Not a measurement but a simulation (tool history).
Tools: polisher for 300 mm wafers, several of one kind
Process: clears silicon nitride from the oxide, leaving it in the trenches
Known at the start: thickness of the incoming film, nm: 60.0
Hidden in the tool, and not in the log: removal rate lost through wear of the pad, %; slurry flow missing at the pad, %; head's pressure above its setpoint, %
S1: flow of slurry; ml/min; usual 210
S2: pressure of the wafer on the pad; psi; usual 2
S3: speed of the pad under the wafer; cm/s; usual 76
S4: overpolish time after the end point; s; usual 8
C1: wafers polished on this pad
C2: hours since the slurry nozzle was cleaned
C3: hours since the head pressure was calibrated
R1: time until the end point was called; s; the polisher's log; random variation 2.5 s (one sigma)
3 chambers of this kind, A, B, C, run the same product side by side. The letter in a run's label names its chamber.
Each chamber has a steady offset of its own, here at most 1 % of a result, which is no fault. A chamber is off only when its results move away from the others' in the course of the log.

{"run": "1A", "day": 0.138, "S1": 210, "S2": 2, "S3": 76, "S4": 8, "C1": 231, "C2": 152.8, "C3": 1192.7, "R1": 141.35}
{"run": "2C", "day": 0.338, "S1": 210, "S2": 2, "S3": 76, "S4": 8, "C1": 391, "C2": 286.9, "C3": 612.7, "R1": 143.21}
{"run": "3B", "day": 0.521, "S1": 210, "S2": 2, "S3": 76, "S4": 8, "C1": 343, "C2": 256.3, "C3": 281.4, "R1": 144.73}
{"run": "4B", "day": 0.692, "S1": 210, "S2": 2, "S3": 76, "S4": 8, "C1": 367, "C2": 260.4, "C3": 285.5, "R1": 143.66}
{"run": "5A", "day": 0.838, "S1": 210, "S2": 2, "S3": 76, "S4": 12, "C1": 328, "C2": 169.6, "C3": 1209.5, "R1": 143.12}
{"run": "6C", "day": 0.979, "S1": 210, "S2": 2, "S3": 76, "S4": 12, "C1": 480, "C2": 302.3, "C3": 628.1, "R1": 145.9}
{"run": "7A", "day": 1.171, "S1": 210, "S2": 2, "S3": 76, "S4": 12, "C1": 374, "C2": 177.6, "C3": 1217.5, "R1": 144.51}
{"run": "8B", "day": 1.342, "S1": 210, "S2": 2, "S3": 76, "S4": 8, "C1": 457, "C2": 276, "C3": 301.1, "R1": 141.53}
{"run": "9C", "day": 1.433, "S1": 210, "S2": 2, "S3": 76, "S4": 8, "C1": 542, "C2": 313.2, "C3": 639, "R1": 149.65}
{"day": 1.554, "done": "chamber C: slurry nozzle cleaned"}
{"run": "10B", "day": 1.575, "S1": 210, "S2": 2, "S3": 76, "S4": 6, "C1": 489, "C2": 281.6, "C3": 306.7, "R1": 137.4}
{"run": "11C", "day": 1.721, "S1": 210, "S2": 2, "S3": 76, "S4": 6, "C1": 582, "C2": 4, "C3": 645.9, "R1": 146.12}
{"day": 1.746, "done": "chamber B: worn pad replaced by a new one"}
{"run": "12A", "day": 1.821, "S1": 210, "S2": 2, "S3": 76, "S4": 6, "C1": 463, "C2": 193.2, "C3": 1233.1, "R1": 140.65}
{"run": "13C", "day": 1.967, "S1": 210, "S2": 2, "S3": 76, "S4": 8, "C1": 616, "C2": 9.9, "C3": 651.8, "R1": 146.85}
{"run": "14A", "day": 2.071, "S1": 210, "S2": 2, "S3": 76, "S4": 8, "C1": 498, "C2": 199.2, "C3": 1239.1, "R1": 142.88}
{"run": "15B", "day": 2.2, "S1": 210, "S2": 2, "S3": 76, "S4": 8, "C1": 63, "C2": 296.6, "C3": 321.7, "R1": 140.42}
{"run": "16C", "day": 2.325, "S1": 210, "S2": 2.5, "S3": 76, "S4": 5, "C1": 666, "C2": 18.5, "C3": 660.4, "R1": 123.47}
{"run": "17B", "day": 2.467, "S1": 210, "S2": 2.5, "S3": 76, "S4": 5, "C1": 99, "C2": 303, "C3": 328.1, "R1": 114.09}
{"run": "18A", "day": 2.604, "S1": 210, "S2": 2.5, "S3": 76, "S4": 5, "C1": 572, "C2": 212, "C3": 1251.9, "R1": 113.84}
{"run": "19A", "day": 2.762, "S1": 210, "S2": 2, "S3": 76, "S4": 8, "C1": 594, "C2": 215.8, "C3": 1255.7, "R1": 145.39}
{"run": "20C", "day": 2.958, "S1": 210, "S2": 2, "S3": 76, "S4": 8, "C1": 753, "C2": 33.7, "C3": 675.6, "R1": 155.02}
{"run": "21B", "day": 3.046, "S1": 210, "S2": 2, "S3": 76, "S4": 8, "C1": 179, "C2": 316.9, "C3": 342, "R1": 144}
{"run": "22A", "day": 3.192, "S1": 210, "S2": 2, "S3": 76, "S4": 8, "C1": 653, "C2": 226.1, "C3": 1266, "R1": 143.75}
{"run": "23C", "day": 3.3, "S1": 210, "S2": 2, "S3": 76, "S4": 8, "C1": 800, "C2": 41.9, "C3": 683.8, "R1": 158.28}
{"run": "24B", "day": 3.396, "S1": 210, "S2": 2, "S3": 76, "S4": 8, "C1": 228, "C2": 325.3, "C3": 350.4, "R1": 144.15}
{"run": "25B", "day": 3.525, "S1": 210, "S2": 2, "S3": 76, "S4": 8, "C1": 246, "C2": 328.4, "C3": 353.5, "R1": 140.98}
{"run": "26C", "day": 3.625, "S1": 210, "S2": 2, "S3": 76, "S4": 8, "C1": 845, "C2": 49.7, "C3": 691.6, "R1": 159.48}
{"run": "27A", "day": 3.808, "S1": 210, "S2": 2, "S3": 76, "S4": 8, "C1": 738, "C2": 240.9, "C3": 1280.8, "R1": 144.15}
{"run": "28C", "day": 3.946, "S1": 210, "S2": 2, "S3": 76, "S4": 8, "C1": 890, "C2": 57.4, "C3": 699.3, "R1": 164.11}
{"run": "29B", "day": 4.046, "S1": 210, "S2": 2, "S3": 76, "S4": 8, "C1": 318, "C2": 340.9, "C3": 366, "R1": 142.29}

Next, every chamber runs the same settings. What will each give?
{"run": "30A", "day": 4.192, "S1": 210, "S2": 2, "S3": 100, "S4": 8, "R1": "?"}
{"run": "30B", "day": 4.192, "S1": 210, "S2": 2, "S3": 100, "S4": 8, "R1": "?"}
{"run": "30C", "day": 4.192, "S1": 210, "S2": 2, "S3": 100, "S4": 8, "R1": "?"}

run=30A R1=106.32
run=30B R1=111.55
run=30C R1=124.14

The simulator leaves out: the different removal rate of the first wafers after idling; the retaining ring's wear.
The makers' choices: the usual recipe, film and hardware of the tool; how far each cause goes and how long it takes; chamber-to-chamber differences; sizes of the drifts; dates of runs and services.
